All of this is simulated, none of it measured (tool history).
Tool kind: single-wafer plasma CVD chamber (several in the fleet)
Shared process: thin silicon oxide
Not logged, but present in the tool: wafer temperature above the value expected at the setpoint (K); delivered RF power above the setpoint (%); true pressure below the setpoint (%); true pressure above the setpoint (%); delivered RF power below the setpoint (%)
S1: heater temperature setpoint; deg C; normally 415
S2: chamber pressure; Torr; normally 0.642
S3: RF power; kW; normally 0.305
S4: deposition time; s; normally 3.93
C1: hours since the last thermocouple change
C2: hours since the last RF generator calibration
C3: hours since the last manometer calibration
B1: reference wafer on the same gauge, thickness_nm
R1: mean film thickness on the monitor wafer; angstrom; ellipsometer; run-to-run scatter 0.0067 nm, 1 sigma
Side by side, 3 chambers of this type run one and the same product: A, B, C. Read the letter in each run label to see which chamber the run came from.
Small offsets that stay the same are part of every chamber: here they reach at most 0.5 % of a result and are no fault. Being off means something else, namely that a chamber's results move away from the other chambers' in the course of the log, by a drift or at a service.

Run 1A, hour 8.7: usual settings; C1 935.2; C2 1150.2; C3 1846.0; B1 6.8189. Result: R1 57.774 angstrom.
Run 2C, hour 16.7: usual settings; C1 1664.1; C2 182.4; C3 679.0; B1 6.8209. Result: R1 57.678 angstrom.
Run 3B, hour 24.5: usual settings; C1 455.2; C2 1127.9; C3 526.9; B1 6.8178. Result: R1 57.581 angstrom.
Run 4B, hour 35.6: usual settings; C1 466.3; C2 1139.0; C3 538.0; B1 6.8159. Result: R1 57.660 angstrom.
Run 5C, hour 48.1: usual settings but S1 407 deg C, S3 0.330 kW; C1 1695.5; C2 213.8; C3 710.4; B1 6.8171. Result: R1 59.841 angstrom.
Run 6A, hour 54.6: usual settings but S1 407 deg C, S3 0.330 kW; C1 981.1; C2 1196.1; C3 1891.9; B1 6.8173. Result: R1 59.822 angstrom.
Run 7C, hour 67.8: usual settings but S1 407 deg C, S3 0.330 kW; C1 1715.2; C2 233.5; C3 730.1; B1 6.8145. Result: R1 59.988 angstrom.
Run 8B, hour 78.8: usual settings; C1 509.5; C2 1182.2; C3 581.2; B1 6.8154. Result: R1 57.659 angstrom.
At hour 88.1: chamber A: thermocouple changed; heater temperature recalibrated.
Run 9A, hour 91.5: usual settings; C1 3.5; C2 1233.0; C3 1928.8; B1 6.8137. Result: R1 57.555 angstrom.
Run 10C, hour 100.5: usual settings; C1 1747.9; C2 266.2; C3 762.8; B1 6.8112. Result: R1 57.648 angstrom.
Run 11A, hour 112.3: usual settings; C1 24.3; C2 1253.8; C3 1949.6; B1 6.8109. Result: R1 57.641 angstrom.
Run 12B, hour 121.8: usual settings; C1 552.5; C2 1225.2; C3 624.2; B1 6.8083. Result: R1 57.657 angstrom.
Run 13C, hour 129.4: usual settings; C1 1776.8; C2 295.1; C3 791.7; B1 6.8098. Result: R1 57.614 angstrom.
Run 14B, hour 138.6: usual settings; C1 569.3; C2 1242.0; C3 641.0; B1 6.8096. Result: R1 57.575 angstrom.
Run 15A, hour 150.0: usual settings; C1 62.0; C2 1291.5; C3 1987.3; B1 6.8081. Result: R1 57.608 angstrom.
Run 16B, hour 160.2: usual settings; C1 590.9; C2 1263.6; C3 662.6; B1 6.8068. Result: R1 57.532 angstrom.
Run 17A, hour 171.1: usual settings; C1 83.1; C2 1312.6; C3 2008.4; B1 6.8069. Result: R1 57.582 angstrom.
Run 18C, hour 178.6: usual settings; C1 1826.0; C2 344.3; C3 840.9; B1 6.8059. Result: R1 57.515 angstrom.
Run 19C, hour 191.3: usual settings; C1 1838.7; C2 357.0; C3 853.6; B1 6.8046. Result: R1 57.520 angstrom.
Run 20B, hour 199.0: usual settings; C1 629.7; C2 1302.4; C3 701.4; B1 6.8027. Result: R1 57.544 angstrom.
Run 21A, hour 206.5: usual settings; C1 118.5; C2 1348.0; C3 2043.8; B1 6.8040. Result: R1 57.555 angstrom.
Run 22B, hour 214.8: usual settings; C1 645.5; C2 1318.2; C3 717.2; B1 6.8033. Result: R1 57.485 angstrom.
Run 23A, hour 223.8: usual settings; C1 135.8; C2 1365.3; C3 2061.1; B1 6.8018. Result: R1 57.560 angstrom.
Run 24C, hour 238.4: usual settings but S1 403 deg C, S2 0.739 Torr; C1 1885.8; C2 404.1; C3 900.7; B1 6.8009. Result: R1 67.354 angstrom.
Run 25C, hour 249.0: usual settings but S1 403 deg C, S2 0.739 Torr; C1 1896.4; C2 414.7; C3 911.3; B1 6.7966. Result: R1 67.326 angstrom.
Run 26A, hour 258.4: usual settings but S1 403 deg C, S2 0.739 Torr; C1 170.4; C2 1399.9; C3 2095.7; B1 6.7982. Result: R1 67.100 angstrom.
Run 27B, hour 271.1: usual settings; C1 701.8; C2 1374.5; C3 773.5; B1 6.7962. Result: R1 57.570 angstrom.
Run 28B, hour 278.4: usual settings; C1 709.1; C2 1381.8; C3 780.8; B1 6.7964. Result: R1 57.389 angstrom.
Run 29A, hour 293.0: usual settings; C1 205.0; C2 1434.5; C3 2130.3; B1 6.7955. Result: R1 57.511 angstrom.
Run 30C, hour 301.9: usual settings but S2 0.530 Torr, S4 4.19 s; C1 1949.3; C2 467.6; C3 964.2; B1 6.7958. Result: R1 49.504 angstrom.
Run 31A, hour 311.4: usual settings but S2 0.530 Torr, S4 4.19 s; C1 223.4; C2 1452.9; C3 2148.7; B1 6.7954. Result: R1 49.748 angstrom.
Run 32C, hour 323.1: usual settings but S2 0.530 Torr, S4 4.19 s; C1 1970.5; C2 488.8; C3 985.4; B1 6.7915. Result: R1 49.564 angstrom.
Run 33B, hour 337.1: usual settings; C1 767.8; C2 1440.5; C3 839.5; B1 6.7919. Result: R1 57.435 angstrom.
Run 34A, hour 346.6: usual settings; C1 258.6; C2 1488.1; C3 2183.9; B1 6.7930. Result: R1 57.490 angstrom.
Run 35B, hour 359.6: usual settings; C1 790.3; C2 1463.0; C3 862.0; B1 6.7891. Result: R1 57.468 angstrom.
Run 36C, hour 367.7: usual settings; C1 2015.1; C2 533.4; C3 1030.0; B1 6.7898. Result: R1 57.480 angstrom.
Run 37C, hour 376.8: usual settings; C1 2024.2; C2 542.5; C3 1039.1; B1 6.7889. Result: R1 57.521 angstrom.
Run 38B, hour 385.6: usual settings; C1 816.3; C2 1489.0; C3 888.0; B1 6.7889. Result: R1 57.355 angstrom.

All chambers now run identical settings, listed one chamber a line with results as question marks. What results will each chamber show?
Run 39A, hour 396.3: usual settings. Result: R1 ?.
Run 39B, hour 396.3: usual settings. Result: R1 ?.
Run 39C, hour 396.3: usual settings. Result: R1 ?.

run      R1
39A  57.452
39B  57.408
39C  57.388
